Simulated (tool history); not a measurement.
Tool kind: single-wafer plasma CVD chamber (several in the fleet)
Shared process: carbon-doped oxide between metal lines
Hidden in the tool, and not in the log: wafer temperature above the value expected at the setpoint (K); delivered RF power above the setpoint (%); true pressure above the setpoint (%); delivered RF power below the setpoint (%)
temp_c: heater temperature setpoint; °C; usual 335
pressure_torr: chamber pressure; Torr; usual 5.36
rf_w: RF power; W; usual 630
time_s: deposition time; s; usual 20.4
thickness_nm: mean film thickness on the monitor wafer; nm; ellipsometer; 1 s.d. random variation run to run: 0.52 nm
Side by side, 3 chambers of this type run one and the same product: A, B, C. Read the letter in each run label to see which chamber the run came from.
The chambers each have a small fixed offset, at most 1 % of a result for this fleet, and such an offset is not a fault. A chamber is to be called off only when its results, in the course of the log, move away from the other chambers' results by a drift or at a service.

run     day  temp_c  pressure_torr  rf_w  time_s  hours since the last thermocouple change  hours since the last RF generator calibration  hours since the last manometer calibration  read-back reference wafer on the same gauge, thickness_nm  thickness_nm
 1C   0.304     335           5.36   630    20.4                                     761.6                                          650.6                                      1010.1                                                     102.92        127.37
 2B   0.792     335           5.36   630    20.4                                     120.3                                          207.2                                        48.0                                                     103.08        127.45
 3A   1.167     335           5.36   630    20.4                                    1745.0                                         1836.7                                       976.2                                                     102.98        127.84
 4C   1.625     335           5.36   630    20.4                                     793.3                                          682.3                                      1041.8                                                     102.99        126.33
      1.633  -- chamber A: thermocouple changed; heater temperature recalibrated
 5A   1.904     335           5.36   630    20.4                                       6.6                                         1854.4                                       993.9                                                     102.91        127.86
 6B   2.221     335           5.36   630    20.4                                     154.6                                          241.5                                        82.3                                                     102.90        127.73
 7A   2.667     335           5.36   630    20.4                                      24.9                                         1872.7                                      1012.2                                                     102.98        128.62
 8C   3.033     335           5.36   630    20.4                                     827.1                                          716.1                                      1075.6                                                     103.08        126.36
 9B   3.475     335           5.36   630    20.4                                     184.7                                          271.6                                       112.4                                                     102.95        128.39
10A   3.808     335           5.36   630    20.4                                      52.3                                         1900.1                                      1039.6                                                     102.91        128.79
11B   4.125     335           5.36   630    20.4                                     200.3                                          287.2                                       128.0                                                     103.01        129.19
12C   4.454     335           5.36   630    20.4                                     861.2                                          750.2                                      1109.7                                                     103.01        126.99
13A   4.950     335           5.36   630    20.4                                      79.7                                         1927.5                                      1067.0                                                     102.94        128.39
14C   5.429     335           5.36   630    20.4                                     884.6                                          773.6                                      1133.1                                                     102.95        126.67
15B   5.854     335           5.36   630    20.4                                     241.8                                          328.7                                       169.5                                                     103.00        128.20
16C   6.250     335           5.36   630    20.4                                     904.3                                          793.3                                      1152.8                                                     103.10        126.88
17A   6.583     335           5.36   630    20.4                                     118.9                                         1966.7                                      1106.2                                                     103.03        129.06
18B   7.121     335           5.36   630    20.4                                     272.2                                          359.1                                       199.9                                                     102.95        128.44
      7.254  -- chamber A: RF generator calibrated
19B   7.475     335           5.36   630    20.4                                     280.7                                          367.6                                       208.4                                                     102.91        128.35
20C   7.721     335           5.36   630    20.4                                     939.6                                          828.6                                      1188.1                                                     103.00        127.64
21A   8.238     335           5.36   630    20.4                                     158.6                                           23.6                                      1145.9                                                     102.92        128.26
22A   8.600     335           4.46   630    20.4                                     167.3                                           32.3                                      1154.6                                                     103.01        125.32
23B   9.000     335           4.46   630    20.4                                     317.3                                          404.2                                       245.0                                                     103.11        125.14
24C   9.425     335           4.46   630    20.4                                     980.5                                          869.5                                      1229.0                                                     102.89        124.01
25A   9.892     335           6.27   630    18.6                                     198.3                                           63.3                                      1185.6                                                     103.02        118.97
26B  10.338     335           6.27   630    18.6                                     349.4                                          436.3                                       277.1                                                     103.06        120.30

Each of the 3 chambers runs these same settings next. Fill in every chamber's results:
27A  10.725     348           5.36   630    20.4                                                                                                                                                                                                             ?
27B  10.725     348           5.36   630    20.4                                                                                                                                                                                                             ?
27C  10.725     348           5.36   630    20.4                                                                                                                                                                                                             ?

run  thickness_nm
27A        122.56
27B        123.77
27C        121.47
